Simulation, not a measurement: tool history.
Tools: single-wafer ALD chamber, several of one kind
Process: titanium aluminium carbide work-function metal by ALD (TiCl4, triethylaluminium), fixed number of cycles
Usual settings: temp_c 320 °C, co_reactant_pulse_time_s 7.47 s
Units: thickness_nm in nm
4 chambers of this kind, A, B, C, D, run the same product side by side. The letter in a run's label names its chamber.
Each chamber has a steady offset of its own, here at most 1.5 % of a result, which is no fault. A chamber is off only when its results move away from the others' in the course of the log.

run   hour  temp_c  co_reactant_pulse_time_s  hours since the last thermocouple change  hours since the last triethylaluminium bottle change  read-back reference wafer on the same gauge, thickness_nm  thickness_nm
 1C   10.5     320                      7.47                                     100.8                                                1439.0                                                     1.8389        2.0968
 2D   19.1     320                      7.47                                    1355.4                                                 134.2                                                     1.8392        2.0915
 3B   33.6     320                      7.47                                    2683.7                                                 172.4                                                     1.8402        2.0864
 4A   41.1     320                      7.47                                     544.5                                                 248.4                                                     1.8390        2.0699
 5A   50.3     320                      7.47                                     553.7                                                 257.6                                                     1.8396        2.0742
 6C   60.9     320                      7.47                                     151.2                                                1489.4                                                     1.8399        2.0928
 7B   74.5     320                      7.47                                    2724.6                                                 213.3                                                     1.8405        2.0837
 8D   85.0     320                      7.47                                    1421.3                                                 200.1                                                     1.8398        2.0996
 9D   97.5     320                      7.47                                    1433.8                                                 212.6                                                     1.8402        2.0925
10B  105.9     320                      7.47                                    2756.0                                                 244.7                                                     1.8406        2.0936
11A  116.6     320                      7.47                                     620.0                                                 323.9                                                     1.8397        2.0761
     117.3  -- chamber B: thermocouple changed; heater temperature recalibrated
12C  125.5     314                      5.64                                     215.8                                                1554.0                                                     1.8410        1.8803
13D  133.1     314                      5.64                                    1469.4                                                 248.2                                                     1.8396        1.8917
14A  140.7     314                      5.64                                     644.1                                                 348.0                                                     1.8397        1.8786
15C  149.1     314                      5.64                                     239.4                                                1577.6                                                     1.8407        1.8759
16B  162.1     320                      7.47                                      44.8                                                 300.9                                                     1.8395        2.0472
17C  171.5     333                      6.28                                     261.8                                                1600.0                                                     1.8415        2.1085
18D  179.9     333                      6.28                                    1516.2                                                 295.0                                                     1.8388        2.1063
19B  188.1     333                      6.28                                      70.8                                                 326.9                                                     1.8392        2.0568
20A  196.1     333                      6.28                                     699.5                                                 403.4                                                     1.8392        2.0948
21B  209.6     320                      7.47                                      92.3                                                 348.4                                                     1.8411        2.0531
22D  224.1     320                      6.57                                    1560.4                                                 339.2                                                     1.8401        2.0294
23A  232.6     320                      6.57                                     736.0                                                 439.9                                                     1.8396        2.0005
24C  244.0     320                      6.57                                     334.3                                                1672.5                                                     1.8393        2.0192
25C  256.9     320                      6.57                                     347.2                                                1685.4                                                     1.8408        2.0244
26A  268.0     320                      7.47                                     771.4                                                 475.3                                                     1.8398        2.0733
27D  276.6     320                      7.47                                    1612.9                                                 391.7                                                     1.8411        2.0908
28B  288.9     320                      7.47                                     171.6                                                 427.7                                                     1.8399        2.0441
     299.6  -- chamber C: triethylaluminium bottle replaced
29C  302.6     312                      7.47                                     392.9                                                   3.0                                                     1.8408        2.0362
30D  313.5     312                      7.47                                    1649.8                                                 428.6                                                     1.8407        2.0233
31A  324.4     312                      7.47                                     827.8                                                 531.7                                                     1.8399        2.0003
32B  331.3     312                      7.47                                     214.0                                                 470.1                                                     1.8403        1.9762
33B  345.3     329                     10.07                                     228.0                                                 484.1                                                     1.8398        2.2247

All 4 chambers run these settings next. Forecast each chamber's results:
34A  356.1     320                      4.61                                                                                                                                                                        ?
34B  356.1     320                      4.61                                                                                                                                                                        ?
34C  356.1     320                      4.61                                                                                                                                                                        ?
34D  356.1     320                      4.61                                                                                                                                                                        ?

run  thickness_nm
34A        1.7824
34B        1.7684
34C        1.7886
34D        1.7956

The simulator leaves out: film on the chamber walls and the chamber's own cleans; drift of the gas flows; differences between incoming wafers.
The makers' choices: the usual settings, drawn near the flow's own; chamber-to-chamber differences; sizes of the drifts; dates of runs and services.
